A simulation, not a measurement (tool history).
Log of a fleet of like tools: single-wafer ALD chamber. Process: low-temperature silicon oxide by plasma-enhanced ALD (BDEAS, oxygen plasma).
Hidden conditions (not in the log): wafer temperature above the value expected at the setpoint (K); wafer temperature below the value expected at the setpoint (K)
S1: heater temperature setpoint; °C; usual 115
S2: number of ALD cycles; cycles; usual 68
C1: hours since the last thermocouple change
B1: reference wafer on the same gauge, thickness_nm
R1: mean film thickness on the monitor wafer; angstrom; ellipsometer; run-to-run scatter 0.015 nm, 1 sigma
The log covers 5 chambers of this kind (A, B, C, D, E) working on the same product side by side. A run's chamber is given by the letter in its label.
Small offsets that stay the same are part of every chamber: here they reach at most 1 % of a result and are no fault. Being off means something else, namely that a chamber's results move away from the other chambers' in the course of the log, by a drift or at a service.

run,day,S1,S2,C1,B1,R1
1A,0.204,115,68,1264.5,8.9499,94.317
2C,0.446,115,68,127.7,8.9441,94.343
3B,0.621,115,68,2092.1,8.9456,94.599
4D,0.738,115,68,762.6,8.9452,94.805
5E,0.854,129,56,1280.6,8.9437,75.368
6D,0.988,129,56,768.6,8.9464,76.040
7E,1.142,129,56,1287.5,8.9415,75.402
8A,1.325,129,56,1291.4,8.9413,75.528
9C,1.517,129,56,153.4,8.9409,75.453
10B,1.729,115,68,2118.7,8.9360,94.271
11C,1.962,115,68,164.1,8.9362,93.902
12D,2.142,115,63,796.3,8.9335,87.632
13E,2.317,115,63,1315.7,8.9338,87.145
14B,2.542,115,63,2138.2,8.9371,87.188
15A,2.679,115,63,1323.9,8.9335,87.229
16A,2.917,115,63,1329.6,8.9296,87.197
17B,3.150,115,68,2152.8,8.9276,93.994
18E,3.367,115,68,1340.9,8.9281,93.895
19C,3.517,115,68,201.4,8.9245,94.144
20D,3.733,115,68,834.5,8.9259,94.600
21A,3.904,115,68,1353.3,8.9258,94.199
22E,4.175,115,68,1360.3,8.9194,93.518
23C,4.325,115,63,220.8,8.9210,87.219
24D,4.571,115,63,854.6,8.9182,87.649
25B,4.692,115,63,2189.8,8.9135,86.910
26E,4.950,115,63,1378.9,8.9172,86.691
27A,5.175,115,63,1383.8,8.9141,87.267
28B,5.338,115,68,2205.3,8.9134,94.399
29C,5.521,115,68,249.5,8.9103,93.690
30D,5.762,115,68,883.2,8.9084,94.297
31A,5.996,115,68,1403.5,8.9079,93.843
32C,6.146,115,68,264.5,8.9062,93.576
33B,6.346,115,68,2229.5,8.9080,93.749
34E,6.475,115,68,1415.5,8.9073,93.527
35D,6.658,115,68,904.7,8.9031,94.200
36C,6.883,106,68,282.2,8.9016,95.211
37E,7.121,106,68,1431.0,8.9011,95.063
38A,7.271,106,68,1434.1,8.9013,95.531
39D,7.425,106,68,923.1,8.9000,95.822
40B,7.588,106,68,2259.3,8.8976,95.237
41D,7.750,115,68,930.9,8.9002,94.288
42E,7.921,115,68,1450.2,8.8986,93.324
43B,8.083,115,68,2271.2,8.8945,93.669
44A,8.225,120,68,1457.0,8.8918,92.859

What goes on in this fleet: one chamber off, a drifting gauge, or nothing beyond the chambers' own small offsets? Name the chamber and the cause, if any.

No chamber is off; the gauge reading every chamber's wafers drifts, which makes the whole fleet appear to move together.
Likeliest cause: gauge reads low (%) = 0.648.
